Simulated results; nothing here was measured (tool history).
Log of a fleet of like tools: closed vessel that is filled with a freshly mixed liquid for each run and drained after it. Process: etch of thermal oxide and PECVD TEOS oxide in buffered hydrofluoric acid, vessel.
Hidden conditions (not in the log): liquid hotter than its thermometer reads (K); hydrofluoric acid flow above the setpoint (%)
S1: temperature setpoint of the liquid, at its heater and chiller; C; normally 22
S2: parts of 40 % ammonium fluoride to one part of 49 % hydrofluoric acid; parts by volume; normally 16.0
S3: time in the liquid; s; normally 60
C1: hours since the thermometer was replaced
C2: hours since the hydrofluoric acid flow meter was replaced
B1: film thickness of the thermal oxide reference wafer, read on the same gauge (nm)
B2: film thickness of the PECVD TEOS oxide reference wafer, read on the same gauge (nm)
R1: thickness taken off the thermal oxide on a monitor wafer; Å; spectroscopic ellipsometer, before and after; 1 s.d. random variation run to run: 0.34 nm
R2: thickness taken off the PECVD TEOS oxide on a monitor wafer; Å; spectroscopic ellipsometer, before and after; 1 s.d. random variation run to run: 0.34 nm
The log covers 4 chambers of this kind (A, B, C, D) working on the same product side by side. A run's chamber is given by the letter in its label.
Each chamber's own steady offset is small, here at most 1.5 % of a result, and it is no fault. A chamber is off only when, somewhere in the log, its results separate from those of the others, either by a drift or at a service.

{"run": "1A", "hour": 11.1, "S1": 22, "S2": 16.0, "S3": 60, "C1": 1647.9, "C2": 918.2, "B1": 69.985, "B2": 49.999, "R1": 390.45, "R2": 735.86}
{"run": "2B", "hour": 16.2, "S1": 22, "S2": 16.0, "S3": 60, "C1": 444.0, "C2": 254.0, "B1": 70.0, "B2": 50.044, "R1": 390.04, "R2": 740.42}
{"run": "3D", "hour": 25.8, "S1": 22, "S2": 16.0, "S3": 60, "C1": 1532.5, "C2": 365.0, "B1": 69.997, "B2": 50.016, "R1": 385.77, "R2": 736.9}
{"run": "4C", "hour": 33.4, "S1": 22, "S2": 16.0, "S3": 60, "C1": 1428.9, "C2": 867.2, "B1": 70.011, "B2": 49.992, "R1": 396.44, "R2": 742.87}
{"run": "5C", "hour": 38.4, "S1": 22, "S2": 16.0, "S3": 60, "C1": 1433.9, "C2": 872.2, "B1": 70.002, "B2": 49.988, "R1": 404.15, "R2": 742.27}
{"run": "6B", "hour": 49.3, "S1": 22, "S2": 16.0, "S3": 60, "C1": 477.1, "C2": 287.1, "B1": 70.029, "B2": 50.029, "R1": 396.1, "R2": 743.4}
{"run": "7D", "hour": 57.1, "S1": 22, "S2": 16.0, "S3": 60, "C1": 1563.8, "C2": 396.3, "B1": 69.962, "B2": 49.977, "R1": 383.22, "R2": 733.79}
{"run": "8A", "hour": 62.4, "S1": 22, "S2": 16.0, "S3": 60, "C1": 1699.2, "C2": 969.5, "B1": 69.993, "B2": 49.94, "R1": 396.3, "R2": 744.39}
{"run": "9D", "hour": 67.7, "S1": 22, "S2": 16.0, "S3": 40, "C1": 1574.4, "C2": 406.9, "B1": 69.994, "B2": 50.043, "R1": 260.04, "R2": 489.23}
{"run": "10C", "hour": 77.5, "S1": 22, "S2": 16.0, "S3": 40, "C1": 1473.0, "C2": 911.3, "B1": 70.002, "B2": 49.963, "R1": 262.46, "R2": 494.58}
{"run": "11B", "hour": 83.8, "S1": 22, "S2": 16.0, "S3": 40, "C1": 511.6, "C2": 321.6, "B1": 69.987, "B2": 49.999, "R1": 259.16, "R2": 492.47}
{"run": "12A", "hour": 94.3, "S1": 22, "S2": 16.0, "S3": 40, "C1": 1731.1, "C2": 1001.4, "B1": 70.018, "B2": 50.01, "R1": 260.19, "R2": 491.09}
{"run": "13D", "hour": 105.6, "S1": 22, "S2": 16.0, "S3": 60, "C1": 1612.3, "C2": 444.8, "B1": 70.002, "B2": 49.975, "R1": 386.38, "R2": 740.33}
{"run": "14A", "hour": 115.5, "S1": 22, "S2": 16.0, "S3": 60, "C1": 1752.3, "C2": 1022.6, "B1": 69.949, "B2": 49.978, "R1": 390.33, "R2": 737.08}
{"run": "15C", "hour": 125.1, "S1": 22, "S2": 16.0, "S3": 60, "C1": 1520.6, "C2": 958.9, "B1": 70.017, "B2": 49.964, "R1": 389.28, "R2": 740.83}
{"run": "16B", "hour": 135.0, "S1": 22, "S2": 16.0, "S3": 60, "C1": 562.8, "C2": 372.8, "B1": 70.0, "B2": 49.937, "R1": 397.26, "R2": 742.71}
{"run": "17A", "hour": 145.8, "S1": 22, "S2": 16.0, "S3": 60, "C1": 1782.6, "C2": 1052.9, "B1": 69.978, "B2": 49.942, "R1": 386.78, "R2": 737.48}
{"run": "18C", "hour": 155.0, "S1": 22, "S2": 16.0, "S3": 60, "C1": 1550.5, "C2": 988.8, "B1": 69.992, "B2": 50.0, "R1": 400.11, "R2": 740.88}
{"run": "19B", "hour": 161.0, "S1": 22, "S2": 18.5, "S3": 60, "C1": 588.8, "C2": 398.8, "B1": 69.955, "B2": 49.981, "R1": 340.59, "R2": 644.18}
{"run": "20D", "hour": 168.4, "S1": 22, "S2": 18.5, "S3": 60, "C1": 1675.1, "C2": 507.6, "B1": 69.977, "B2": 49.95, "R1": 334.61, "R2": 639.3}
{"run": "21D", "hour": 174.5, "S1": 22, "S2": 18.5, "S3": 60, "C1": 1681.2, "C2": 513.7, "B1": 70.036, "B2": 50.017, "R1": 336.09, "R2": 635.57}
{"run": "22B", "hour": 182.6, "S1": 22, "S2": 18.5, "S3": 60, "C1": 610.4, "C2": 420.4, "B1": 69.983, "B2": 50.021, "R1": 339.52, "R2": 643.73}
{"hour": 183.9, "done": "chamber D: hydrofluoric acid flow meter replaced"}
{"run": "23A", "hour": 190.8, "S1": 22, "S2": 19.0, "S3": 50, "C1": 1827.6, "C2": 1097.9, "B1": 70.01, "B2": 49.983, "R1": 268.73, "R2": 514.04}
{"run": "24C", "hour": 196.0, "S1": 22, "S2": 19.0, "S3": 50, "C1": 1591.5, "C2": 1029.8, "B1": 70.016, "B2": 50.001, "R1": 276.23, "R2": 521.85}
{"run": "25C", "hour": 202.8, "S1": 22, "S2": 19.0, "S3": 50, "C1": 1598.3, "C2": 1036.6, "B1": 69.981, "B2": 50.008, "R1": 278.28, "R2": 523.98}
{"run": "26B", "hour": 212.1, "S1": 22, "S2": 19.0, "S3": 50, "C1": 639.9, "C2": 449.9, "B1": 69.986, "B2": 50.003, "R1": 280.78, "R2": 520.53}
{"run": "27A", "hour": 222.6, "S1": 22, "S2": 16.0, "S3": 60, "C1": 1859.4, "C2": 1129.7, "B1": 70.013, "B2": 49.999, "R1": 398.71, "R2": 737.1}
{"run": "28D", "hour": 229.1, "S1": 22, "S2": 16.0, "S3": 60, "C1": 1735.8, "C2": 45.3, "B1": 70.033, "B2": 49.985, "R1": 384.3, "R2": 734.33}
{"run": "29C", "hour": 236.6, "S1": 22, "S2": 16.0, "S3": 60, "C1": 1632.1, "C2": 1070.4, "B1": 70.027, "B2": 50.008, "R1": 393.78, "R2": 742.91}
{"run": "30A", "hour": 242.7, "S1": 22, "S2": 16.0, "S3": 60, "C1": 1879.5, "C2": 1149.8, "B1": 69.994, "B2": 50.037, "R1": 394.25, "R2": 738.72}

All 4 chambers run these settings next. Forecast each chamber's results:
{"run": "31A", "hour": 250.8, "S1": 22, "S2": 16.0, "S3": 60, "R1": "?", "R2": "?"}
{"run": "31B", "hour": 250.8, "S1": 22, "S2": 16.0, "S3": 60, "R1": "?", "R2": "?"}
{"run": "31C", "hour": 250.8, "S1": 22, "S2": 16.0, "S3": 60, "R1": "?", "R2": "?"}
{"run": "31D", "hour": 250.8, "S1": 22, "S2": 16.0, "S3": 60, "R1": "?", "R2": "?"}

run=31A R1=387.72 R2=738.80
run=31B R1=396.19 R2=739.02
run=31C R1=390.26 R2=737.52
run=31D R1=388.06 R2=735.32
